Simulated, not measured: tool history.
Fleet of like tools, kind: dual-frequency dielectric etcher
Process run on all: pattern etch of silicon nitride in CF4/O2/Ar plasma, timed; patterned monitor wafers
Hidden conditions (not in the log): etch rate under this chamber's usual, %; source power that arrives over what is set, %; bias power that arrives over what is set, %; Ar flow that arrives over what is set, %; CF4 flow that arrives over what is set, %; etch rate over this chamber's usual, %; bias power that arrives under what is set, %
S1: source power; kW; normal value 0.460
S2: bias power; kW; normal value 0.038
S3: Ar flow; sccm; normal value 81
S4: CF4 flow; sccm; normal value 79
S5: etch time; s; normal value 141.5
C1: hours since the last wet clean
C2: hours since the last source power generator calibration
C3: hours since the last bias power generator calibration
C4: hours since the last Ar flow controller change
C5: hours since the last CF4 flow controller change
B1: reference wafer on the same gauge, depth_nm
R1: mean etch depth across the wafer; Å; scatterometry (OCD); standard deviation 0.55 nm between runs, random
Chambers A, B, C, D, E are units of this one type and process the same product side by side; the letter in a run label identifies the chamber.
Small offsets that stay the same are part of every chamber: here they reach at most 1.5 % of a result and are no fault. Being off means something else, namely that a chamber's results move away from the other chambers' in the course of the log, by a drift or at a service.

{"run": "1E", "day": 0.3, "S1": 0.46, "S2": 0.038, "S3": 81, "S4": 79, "S5": 141.5, "C1": 97.3, "C2": 784.3, "C3": 328.7, "C4": 3845.1, "C5": 997.3, "B1": 260.1, "R1": 2225.5}
{"day": 0.562, "done": "chamber A: wet clean of the chamber"}
{"run": "2A", "day": 0.617, "S1": 0.46, "S2": 0.038, "S3": 81, "S4": 79, "S5": 141.5, "C1": 1.4, "C2": 1521.4, "C3": 856.0, "C4": 1325.3, "C5": 4548.2, "B1": 259.97, "R1": 2241.9}
{"run": "3B", "day": 0.833, "S1": 0.46, "S2": 0.038, "S3": 81, "S4": 79, "S5": 141.5, "C1": 84.7, "C2": 2760.2, "C3": 1972.0, "C4": 172.2, "C5": 4746.7, "B1": 260.1, "R1": 2258.1}
{"run": "4D", "day": 1.075, "S1": 0.46, "S2": 0.038, "S3": 81, "S4": 79, "S5": 141.5, "C1": 26.5, "C2": 198.4, "C3": 3435.5, "C4": 335.2, "C5": 4311.3, "B1": 260.04, "R1": 2272.9}
{"run": "5C", "day": 1.454, "S1": 0.46, "S2": 0.038, "S3": 99, "S4": 79, "S5": 141.5, "C1": 63.0, "C2": 746.1, "C3": 242.6, "C4": 2223.0, "C5": 655.9, "B1": 259.96, "R1": 2208.1}
{"run": "6C", "day": 1.812, "S1": 0.46, "S2": 0.038, "S3": 99, "S4": 79, "S5": 141.5, "C1": 71.6, "C2": 754.7, "C3": 251.2, "C4": 2231.6, "C5": 664.5, "B1": 260.14, "R1": 2203.1}
{"run": "7A", "day": 2.15, "S1": 0.46, "S2": 0.038, "S3": 99, "S4": 79, "S5": 141.5, "C1": 38.2, "C2": 1558.2, "C3": 892.8, "C4": 1362.1, "C5": 4585.0, "B1": 259.95, "R1": 2178.3}
{"run": "8E", "day": 2.488, "S1": 0.46, "S2": 0.038, "S3": 99, "S4": 79, "S5": 141.5, "C1": 149.8, "C2": 836.8, "C3": 381.2, "C4": 3897.6, "C5": 1049.8, "B1": 259.99, "R1": 2175.8}
{"run": "9B", "day": 2.879, "S1": 0.46, "S2": 0.038, "S3": 99, "S4": 79, "S5": 141.5, "C1": 133.8, "C2": 2809.3, "C3": 2021.1, "C4": 221.3, "C5": 4795.8, "B1": 259.86, "R1": 2199.2}
{"run": "10D", "day": 3.208, "S1": 0.46, "S2": 0.038, "S3": 81, "S4": 79, "S5": 141.5, "C1": 77.7, "C2": 249.6, "C3": 3486.7, "C4": 386.4, "C5": 4362.5, "B1": 260.1, "R1": 2261.2}
{"run": "11B", "day": 3.412, "S1": 0.46, "S2": 0.038, "S3": 81, "S4": 62, "S5": 107.0, "C1": 146.6, "C2": 2822.1, "C3": 2033.9, "C4": 234.1, "C5": 4808.6, "B1": 260.09, "R1": 1644.2}
{"run": "12A", "day": 3.704, "S1": 0.46, "S2": 0.038, "S3": 81, "S4": 62, "S5": 107.0, "C1": 75.5, "C2": 1595.5, "C3": 930.1, "C4": 1399.4, "C5": 4622.3, "B1": 260.1, "R1": 1635.2}
{"run": "13C", "day": 4.158, "S1": 0.46, "S2": 0.038, "S3": 81, "S4": 62, "S5": 107.0, "C1": 127.9, "C2": 811.0, "C3": 307.5, "C4": 2287.9, "C5": 720.8, "B1": 260.03, "R1": 1658.0}
{"run": "14D", "day": 4.433, "S1": 0.46, "S2": 0.038, "S3": 81, "S4": 62, "S5": 107.0, "C1": 107.1, "C2": 279.0, "C3": 3516.1, "C4": 415.8, "C5": 4391.9, "B1": 259.92, "R1": 1658.1}
{"run": "15E", "day": 4.821, "S1": 0.46, "S2": 0.038, "S3": 81, "S4": 62, "S5": 107.0, "C1": 205.8, "C2": 892.8, "C3": 437.2, "C4": 3953.6, "C5": 1105.8, "B1": 259.9, "R1": 1639.2}
{"run": "16D", "day": 5.038, "S1": 0.46, "S2": 0.038, "S3": 81, "S4": 79, "S5": 141.5, "C1": 121.6, "C2": 293.5, "C3": 3530.6, "C4": 430.3, "C5": 4406.4, "B1": 260.09, "R1": 2280.2}
{"run": "17E", "day": 5.271, "S1": 0.46, "S2": 0.038, "S3": 81, "S4": 79, "S5": 141.5, "C1": 216.6, "C2": 903.6, "C3": 448.0, "C4": 3964.4, "C5": 1116.6, "B1": 260.14, "R1": 2267.5}
{"run": "18A", "day": 5.625, "S1": 0.46, "S2": 0.038, "S3": 81, "S4": 79, "S5": 141.5, "C1": 121.6, "C2": 1641.6, "C3": 976.2, "C4": 1445.5, "C5": 4668.4, "B1": 259.95, "R1": 2243.2}
{"run": "19B", "day": 6.017, "S1": 0.46, "S2": 0.038, "S3": 81, "S4": 79, "S5": 141.5, "C1": 209.1, "C2": 2884.6, "C3": 2096.4, "C4": 296.6, "C5": 4871.1, "B1": 260.07, "R1": 2254.1}
{"run": "20C", "day": 6.217, "S1": 0.46, "S2": 0.038, "S3": 81, "S4": 79, "S5": 141.5, "C1": 177.3, "C2": 860.4, "C3": 356.9, "C4": 2337.3, "C5": 770.2, "B1": 259.72, "R1": 2267.8}
{"run": "21A", "day": 6.654, "S1": 0.46, "S2": 0.038, "S3": 81, "S4": 79, "S5": 141.5, "C1": 146.3, "C2": 1666.3, "C3": 1000.9, "C4": 1470.2, "C5": 4693.1, "B1": 260.08, "R1": 2236.9}
{"run": "22D", "day": 6.979, "S1": 0.46, "S2": 0.038, "S3": 81, "S4": 79, "S5": 141.5, "C1": 168.2, "C2": 340.1, "C3": 3577.2, "C4": 476.9, "C5": 4453.0, "B1": 259.85, "R1": 2269.6}
{"run": "23B", "day": 7.325, "S1": 0.58, "S2": 0.038, "S3": 81, "S4": 91, "S5": 141.5, "C1": 240.5, "C2": 2916.0, "C3": 2127.8, "C4": 328.0, "C5": 4902.5, "B1": 259.98, "R1": 2813.5}
{"run": "24E", "day": 7.725, "S1": 0.58, "S2": 0.038, "S3": 81, "S4": 91, "S5": 141.5, "C1": 275.5, "C2": 962.5, "C3": 506.9, "C4": 4023.3, "C5": 1175.5, "B1": 260.03, "R1": 2839.1}
{"run": "25C", "day": 7.996, "S1": 0.58, "S2": 0.038, "S3": 81, "S4": 91, "S5": 141.5, "C1": 220.0, "C2": 903.1, "C3": 399.6, "C4": 2380.0, "C5": 812.9, "B1": 260.01, "R1": 2834.8}
{"run": "26B", "day": 8.292, "S1": 0.58, "S2": 0.038, "S3": 81, "S4": 91, "S5": 141.5, "C1": 263.7, "C2": 2939.2, "C3": 2151.0, "C4": 351.2, "C5": 4925.7, "B1": 260.01, "R1": 2818.8}
{"run": "27C", "day": 8.633, "S1": 0.58, "S2": 0.038, "S3": 81, "S4": 91, "S5": 141.5, "C1": 235.3, "C2": 918.4, "C3": 414.9, "C4": 2395.3, "C5": 828.2, "B1": 260.13, "R1": 2839.5}
{"run": "28D", "day": 8.967, "S1": 0.46, "S2": 0.038, "S3": 81, "S4": 79, "S5": 141.5, "C1": 215.9, "C2": 387.8, "C3": 3624.9, "C4": 524.6, "C5": 4500.7, "B1": 259.97, "R1": 2274.8}
{"run": "29E", "day": 9.317, "S1": 0.46, "S2": 0.038, "S3": 81, "S4": 79, "S5": 141.5, "C1": 313.7, "C2": 1000.7, "C3": 545.1, "C4": 4061.5, "C5": 1213.7, "B1": 259.96, "R1": 2281.9}
{"run": "30A", "day": 9.738, "S1": 0.46, "S2": 0.038, "S3": 81, "S4": 79, "S5": 141.5, "C1": 220.3, "C2": 1740.3, "C3": 1074.9, "C4": 1544.2, "C5": 4767.1, "B1": 260.1, "R1": 2253.2}
{"run": "31E", "day": 9.962, "S1": 0.46, "S2": 0.038, "S3": 81, "S4": 79, "S5": 141.5, "C1": 329.2, "C2": 1016.2, "C3": 560.6, "C4": 4077.0, "C5": 1229.2, "B1": 260.03, "R1": 2277.3}
{"run": "32A", "day": 10.329, "S1": 0.46, "S2": 0.038, "S3": 81, "S4": 79, "S5": 141.5, "C1": 234.5, "C2": 1754.5, "C3": 1089.1, "C4": 1558.4, "C5": 4781.3, "B1": 260.07, "R1": 2247.9}
{"run": "33B", "day": 10.783, "S1": 0.46, "S2": 0.038, "S3": 81, "S4": 79, "S5": 141.5, "C1": 323.5, "C2": 2999.0, "C3": 2210.8, "C4": 411.0, "C5": 4985.5, "B1": 260.09, "R1": 2253.6}
{"run": "34D", "day": 11.204, "S1": 0.46, "S2": 0.038, "S3": 81, "S4": 79, "S5": 141.5, "C1": 269.6, "C2": 441.5, "C3": 3678.6, "C4": 578.3, "C5": 4554.4, "B1": 259.94, "R1": 2273.9}
{"run": "35C", "day": 11.55, "S1": 0.46, "S2": 0.033, "S3": 81, "S4": 79, "S5": 171.0, "C1": 305.3, "C2": 988.4, "C3": 484.9, "C4": 2465.3, "C5": 898.2, "B1": 260.14, "R1": 2604.2}
{"run": "36A", "day": 11.879, "S1": 0.46, "S2": 0.033, "S3": 81, "S4": 79, "S5": 171.0, "C1": 271.7, "C2": 1791.7, "C3": 1126.3, "C4": 1595.6, "C5": 4818.5, "B1": 259.97, "R1": 2579.6}
{"run": "37C", "day": 12.117, "S1": 0.46, "S2": 0.033, "S3": 81, "S4": 79, "S5": 171.0, "C1": 318.9, "C2": 1002.0, "C3": 498.5, "C4": 2478.9, "C5": 911.8, "B1": 260.14, "R1": 2603.7}
{"day": 12.146, "done": "chamber E: Ar flow controller replaced"}
{"run": "38D", "day": 12.517, "S1": 0.46, "S2": 0.033, "S3": 81, "S4": 79, "S5": 171.0, "C1": 301.1, "C2": 473.0, "C3": 3710.1, "C4": 609.8, "C5": 4585.9, "B1": 259.89, "R1": 2622.5}
{"run": "39B", "day": 12.9, "S1": 0.46, "S2": 0.033, "S3": 81, "S4": 79, "S5": 171.0, "C1": 374.3, "C2": 3049.8, "C3": 2261.6, "C4": 461.8, "C5": 5036.3, "B1": 259.92, "R1": 2603.7}
{"run": "40E", "day": 13.146, "S1": 0.4, "S2": 0.038, "S3": 81, "S4": 79, "S5": 141.5, "C1": 405.6, "C2": 1092.6, "C3": 637.0, "C4": 24.1, "C5": 1305.6, "B1": 260.12, "R1": 2036.5}
{"run": "41B", "day": 13.396, "S1": 0.4, "S2": 0.038, "S3": 81, "S4": 79, "S5": 141.5, "C1": 386.2, "C2": 3061.7, "C3": 2273.5, "C4": 473.7, "C5": 5048.2, "B1": 259.88, "R1": 2001.3}
{"run": "42D", "day": 13.733, "S1": 0.4, "S2": 0.038, "S3": 81, "S4": 79, "S5": 141.5, "C1": 330.3, "C2": 502.2, "C3": 3739.3, "C4": 639.0, "C5": 4615.1, "B1": 260.0, "R1": 2013.3}

What goes on in this fleet: one chamber off, a drifting gauge, or nothing beyond the chambers' own small offsets? Name the chamber and the cause, if any.

One chamber, E, drifts off from the rest bit by bit.
Cause: etch rate over this chamber's usual, % = 3.45.
From this log alone, it may not be told apart from: source power that arrives over what is set, %.

Chamber E could run next with any of the 4 candidate recipes listed below; each alters the usual settings, and their results appear as question marks. Which one brings its results back in line with what the other chambers deliver on the usual settings?
Counts as in line when no further than this from what the other chambers average on the usual settings: R1 19.0 Å
{"run": "43E-1", "day": 14.062, "S1": 0.46, "S2": 0.038, "S3": 81, "S4": 79, "S5": 142.0, "R1": "?"}
{"run": "43E-2", "day": 14.062, "S1": 0.46, "S2": 0.038, "S3": 81, "S4": 79, "S5": 141.0, "R1": "?"}
{"run": "43E-3", "day": 14.062, "S1": 0.46, "S2": 0.038, "S3": 81, "S4": 79, "S5": 139.0, "R1": "?"}
{"run": "43E-4", "day": 14.062, "S1": 0.47, "S2": 0.038, "S3": 81, "S4": 79, "S5": 141.5, "R1": "?"}

Other chambers, usual settings, mean: R1 2259.6 Å
run=43E-1 R1=2317.5
run=43E-2 R1=2301.2
run=43E-3 R1=2268.6
run=43E-4 R1=2353.3
The right change is 43E-3: it brings the chamber back within the allowed miss of the others.
